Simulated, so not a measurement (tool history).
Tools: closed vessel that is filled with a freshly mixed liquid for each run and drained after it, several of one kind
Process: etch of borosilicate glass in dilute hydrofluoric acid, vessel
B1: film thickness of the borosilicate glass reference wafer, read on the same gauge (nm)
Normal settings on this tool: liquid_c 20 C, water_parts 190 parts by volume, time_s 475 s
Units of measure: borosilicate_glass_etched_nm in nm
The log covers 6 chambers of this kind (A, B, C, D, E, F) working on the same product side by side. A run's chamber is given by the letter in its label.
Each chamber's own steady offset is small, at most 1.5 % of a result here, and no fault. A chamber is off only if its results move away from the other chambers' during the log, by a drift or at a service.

run 1C hour=7 | liquid_c=20 water_parts=190 time_s=475 | B1=79.973 | borosilicate_glass_etched_nm=58.441
run 2E hour=18.4 | liquid_c=20 water_parts=190 time_s=475 | B1=80.017 | borosilicate_glass_etched_nm=59.26
run 3B hour=29.8 | liquid_c=20 water_parts=190 time_s=475 | B1=79.987 | borosilicate_glass_etched_nm=59.002
run 4D hour=40 | liquid_c=20 water_parts=190 time_s=475 | B1=80.05 | borosilicate_glass_etched_nm=58.95
run 5F hour=52 | liquid_c=20 water_parts=190 time_s=475 | B1=80.012 | borosilicate_glass_etched_nm=58.222
run 6A hour=64.1 | liquid_c=20 water_parts=190 time_s=475 | B1=79.957 | borosilicate_glass_etched_nm=58.668
run 7F hour=75.2 | liquid_c=20 water_parts=190 time_s=475 | B1=79.987 | borosilicate_glass_etched_nm=58.495
run 8B hour=86.2 | liquid_c=20 water_parts=190 time_s=475 | B1=80.029 | borosilicate_glass_etched_nm=58.833
-- hour=93.5 chamber A: hydrofluoric acid flow meter replaced
run 9E hour=95.6 | liquid_c=20 water_parts=190 time_s=475 | B1=80.009 | borosilicate_glass_etched_nm=59.321
run 10A hour=103.8 | liquid_c=20 water_parts=190 time_s=475 | B1=79.977 | borosilicate_glass_etched_nm=58.891
run 11C hour=114.8 | liquid_c=20 water_parts=190 time_s=475 | B1=80.006 | borosilicate_glass_etched_nm=58.643
run 12D hour=125.7 | liquid_c=20 water_parts=190 time_s=475 | B1=80.025 | borosilicate_glass_etched_nm=58.538
run 13D hour=132.2 | liquid_c=20 water_parts=190 time_s=475 | B1=79.979 | borosilicate_glass_etched_nm=58.641
run 14A hour=139 | liquid_c=20 water_parts=190 time_s=475 | B1=80.001 | borosilicate_glass_etched_nm=58.678
run 15C hour=148 | liquid_c=20 water_parts=190 time_s=475 | B1=80.021 | borosilicate_glass_etched_nm=58.548
run 16B hour=154.2 | liquid_c=17 water_parts=190 time_s=475 | B1=79.972 | borosilicate_glass_etched_nm=52.485
run 17F hour=161.8 | liquid_c=17 water_parts=190 time_s=475 | B1=79.954 | borosilicate_glass_etched_nm=51.948
run 18E hour=171.7 | liquid_c=17 water_parts=190 time_s=475 | B1=80.011 | borosilicate_glass_etched_nm=52.844
run 19F hour=179 | liquid_c=17 water_parts=190 time_s=475 | B1=79.991 | borosilicate_glass_etched_nm=51.778
run 20D hour=190 | liquid_c=17 water_parts=190 time_s=475 | B1=79.997 | borosilicate_glass_etched_nm=52.417
-- hour=190.1 chamber C: hydrofluoric acid flow meter replaced
run 21E hour=198.8 | liquid_c=17 water_parts=190 time_s=475 | B1=79.977 | borosilicate_glass_etched_nm=52.656
run 22A hour=210 | liquid_c=20 water_parts=190 time_s=475 | B1=79.94 | borosilicate_glass_etched_nm=58.649
run 23B hour=218.4 | liquid_c=20 water_parts=190 time_s=475 | B1=80.004 | borosilicate_glass_etched_nm=58.919
run 24C hour=226.8 | liquid_c=20 water_parts=190 time_s=475 | B1=80.02 | borosilicate_glass_etched_nm=58.267
run 25D hour=232.9 | liquid_c=20 water_parts=190 time_s=475 | B1=79.997 | borosilicate_glass_etched_nm=58.583
run 26A hour=244.8 | liquid_c=20 water_parts=190 time_s=475 | B1=80.023 | borosilicate_glass_etched_nm=58.798
-- hour=253.4 chamber D: thermometer replaced
run 27F hour=255.8 | liquid_c=20 water_parts=270 time_s=475 | B1=80.014 | borosilicate_glass_etched_nm=38.162
run 28E hour=266.3 | liquid_c=20 water_parts=270 time_s=475 | B1=80.018 | borosilicate_glass_etched_nm=39.027
run 29C hour=275.6 | liquid_c=20 water_parts=270 time_s=475 | B1=80.021 | borosilicate_glass_etched_nm=38.467
run 30B hour=282.1 | liquid_c=20 water_parts=270 time_s=475 | B1=80.006 | borosilicate_glass_etched_nm=38.435
run 31B hour=287.6 | liquid_c=20 water_parts=270 time_s=475 | B1=79.998 | borosilicate_glass_etched_nm=38.258
run 32D hour=293.1 | liquid_c=20 water_parts=270 time_s=475 | B1=80.013 | borosilicate_glass_etched_nm=38.375
run 33A hour=301.7 | liquid_c=20 water_parts=190 time_s=475 | B1=79.977 | borosilicate_glass_etched_nm=58.976
run 34C hour=310.8 | liquid_c=20 water_parts=190 time_s=475 | B1=80.01 | borosilicate_glass_etched_nm=58.285
run 35E hour=317.8 | liquid_c=20 water_parts=190 time_s=475 | B1=79.998 | borosilicate_glass_etched_nm=59.551
run 36F hour=323.5 | liquid_c=20 water_parts=190 time_s=475 | B1=80.054 | borosilicate_glass_etched_nm=58.452
run 37C hour=332.8 | liquid_c=20 water_parts=190 time_s=475 | B1=79.992 | borosilicate_glass_etched_nm=58.187
run 38E hour=343.9 | liquid_c=20 water_parts=190 time_s=475 | B1=80.016 | borosilicate_glass_etched_nm=59.576
run 39D hour=354.2 | liquid_c=20 water_parts=190 time_s=475 | B1=80.013 | borosilicate_glass_etched_nm=58.988

The same settings go to every chamber for the next run, one line per chamber below. Forecast the results for each:
run 40A hour=363 | liquid_c=20 water_parts=190 time_s=475 | borosilicate_glass_etched_nm=?
run 40B hour=363 | liquid_c=20 water_parts=190 time_s=475 | borosilicate_glass_etched_nm=?
run 40C hour=363 | liquid_c=20 water_parts=190 time_s=475 | borosilicate_glass_etched_nm=?
run 40D hour=363 | liquid_c=20 water_parts=190 time_s=475 | borosilicate_glass_etched_nm=?
run 40E hour=363 | liquid_c=20 water_parts=190 time_s=475 | borosilicate_glass_etched_nm=?
run 40F hour=363 | liquid_c=20 water_parts=190 time_s=475 | borosilicate_glass_etched_nm=?

run=40A borosilicate_glass_etched_nm=58.8
run=40B borosilicate_glass_etched_nm=58.945
run=40C borosilicate_glass_etched_nm=58.224
run=40D borosilicate_glass_etched_nm=58.901
run=40E borosilicate_glass_etched_nm=59.181
run=40F borosilicate_glass_etched_nm=58.51

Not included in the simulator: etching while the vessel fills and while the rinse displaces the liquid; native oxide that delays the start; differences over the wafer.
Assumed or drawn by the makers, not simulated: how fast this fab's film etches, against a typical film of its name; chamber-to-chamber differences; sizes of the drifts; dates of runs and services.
